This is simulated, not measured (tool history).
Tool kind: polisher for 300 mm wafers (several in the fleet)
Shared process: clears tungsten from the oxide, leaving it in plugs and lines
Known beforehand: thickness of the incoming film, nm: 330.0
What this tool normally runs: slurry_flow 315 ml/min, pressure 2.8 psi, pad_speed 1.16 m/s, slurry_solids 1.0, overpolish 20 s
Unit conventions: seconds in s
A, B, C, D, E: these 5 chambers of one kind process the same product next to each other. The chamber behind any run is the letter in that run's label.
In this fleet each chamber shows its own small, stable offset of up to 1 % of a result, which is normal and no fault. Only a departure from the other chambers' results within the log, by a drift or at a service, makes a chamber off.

run,hour,slurry_flow,pressure,pad_speed,slurry_solids,overpolish,seconds
# hour 4.6: chamber D: worn pad replaced by a new one
1B,13.3,315,2.8,1.16,1.0,20,84.771
# hour 16.8: chamber B: slurry tank refilled with fresh slurry and peroxide
# hour 20.6: chamber C: head pressure recalibrated
2D,21.4,315,2.8,1.16,1.0,20,83.933
3A,28.9,315,2.8,1.16,1.0,20,84.134
# hour 32.9: chamber E: head pressure recalibrated
# hour 34.5: chamber A: worn pad replaced by a new one
# hour 38.5: chamber C: worn pad replaced by a new one
4C,38.6,315,2.8,1.16,1.0,20,84.847
# hour 43.2: chamber E: slurry tank refilled with fresh slurry and peroxide
# hour 43.4: chamber B: worn pad replaced by a new one
5E,49.6,315,2.8,1.16,1.0,20,86.390
# hour 60.2: chamber D: slurry blender recalibrated
6C,60.6,315,2.8,1.16,1.0,20,86.270
# hour 65.5: chamber E: slurry blender recalibrated
7D,69.0,315,2.8,1.16,1.0,20,86.297
# hour 75.2: chamber A: slurry tank refilled with fresh slurry and peroxide
# hour 81.5: chamber E: worn pad replaced by a new one
8B,83.1,315,2.8,1.16,1.0,20,83.343
# hour 88.9: chamber B: slurry blender recalibrated
9E,91.5,315,2.8,1.16,1.0,20,84.163
# hour 95.8: chamber D: worn pad replaced by a new one
10A,99.6,315,2.8,1.16,1.0,20,85.030
# hour 101.7: chamber A: worn pad replaced by a new one
# hour 106.8: chamber C: slurry tank refilled with fresh slurry and peroxide
# hour 110.5: chamber A: slurry blender recalibrated
11D,111.8,315,2.8,1.16,1.0,20,86.158
# hour 118.0: chamber B: worn pad replaced by a new one
# hour 119.8: chamber C: worn pad replaced by a new one
12E,124.2,315,2.8,1.16,1.0,24,85.525
# hour 129.7: chamber C: slurry blender recalibrated
# hour 132.4: chamber D: slurry tank refilled with fresh slurry and peroxide
13B,133.7,315,2.8,1.16,1.0,24,85.679
# hour 134.2: chamber B: slurry tank refilled with fresh slurry and peroxide
14A,142.8,315,2.8,1.16,1.0,24,85.512
# hour 149.2: chamber E: slurry tank refilled with fresh slurry and peroxide
15C,152.1,315,2.8,1.16,1.0,24,85.196
# hour 154.6: chamber A: slurry tank refilled with fresh slurry and peroxide
16D,158.4,315,2.8,1.16,1.0,24,84.976
17E,169.6,315,2.8,1.16,1.0,20,85.475
# hour 170.0: chamber A: worn pad replaced by a new one
18C,181.4,315,2.8,1.16,1.0,20,84.738
19A,187.8,315,2.8,1.16,1.0,20,84.542
# hour 190.1: chamber E: worn pad replaced by a new one
# hour 191.2: chamber C: worn pad replaced by a new one
# hour 199.1: chamber B: worn pad replaced by a new one
20B,202.0,315,2.8,1.16,1.0,20,85.683
# hour 202.5: chamber D: worn pad replaced by a new one
21C,213.8,315,2.8,1.16,1.0,20,85.791
# hour 214.0: chamber E: slurry blender recalibrated
22E,221.8,315,2.8,1.16,1.0,20,84.771
23B,235.5,315,2.8,1.16,1.0,20,85.053
# hour 238.1: chamber A: slurry tank refilled with fresh slurry and peroxide
# hour 240.0: chamber E: slurry tank refilled with fresh slurry and peroxide
24A,242.0,410,2.8,1.16,1.0,20,84.425
# hour 247.4: chamber A: worn pad replaced by a new one
# hour 249.9: chamber B: slurry nozzle cleaned
25D,253.3,410,2.8,1.16,1.0,20,83.301
# hour 256.2: chamber A: slurry nozzle cleaned
26D,266.2,410,2.8,1.16,1.0,20,83.526
# hour 266.5: chamber C: slurry tank refilled with fresh slurry and peroxide
# hour 267.8: chamber B: slurry tank refilled with fresh slurry and peroxide
# hour 269.8: chamber C: worn pad replaced by a new one
# hour 270.2: chamber B: worn pad replaced by a new one
# hour 271.1: chamber E: slurry nozzle cleaned
27A,277.9,410,2.8,1.16,1.0,20,84.476
28E,285.1,410,2.8,1.16,1.0,20,82.349
29B,297.7,315,2.8,1.16,1.0,20,84.704
# hour 301.3: chamber D: worn pad replaced by a new one
# hour 311.3: chamber A: worn pad replaced by a new one
30C,311.3,315,2.8,1.16,1.0,20,85.814
# hour 315.0: chamber E: worn pad replaced by a new one
31C,319.8,315,2.8,1.16,1.0,20,84.100
# hour 321.4: chamber A: slurry tank refilled with fresh slurry and peroxide
32A,329.9,315,2.8,1.16,1.0,20,85.749
33D,338.8,315,2.8,1.16,1.0,20,83.261
# hour 344.0: chamber B: worn pad replaced by a new one
# hour 345.2: chamber E: slurry tank refilled with fresh slurry and peroxide
34E,351.6,315,2.8,1.16,1.0,20,84.266
35B,358.8,315,2.8,1.16,1.0,20,83.660
36A,368.6,315,2.8,1.16,1.3,30,80.714

Next, all 5 chambers run the settings below, one line each with question marks for the results. What does each chamber give?
37A,378.8,315,2.8,1.04,1.0,20,?
37B,378.8,315,2.8,1.04,1.0,20,?
37C,378.8,315,2.8,1.04,1.0,20,?
37D,378.8,315,2.8,1.04,1.0,20,?
37E,378.8,315,2.8,1.04,1.0,20,?

run,seconds
37A,94.597
37B,93.784
37C,94.321
37D,94.659
37E,96.151
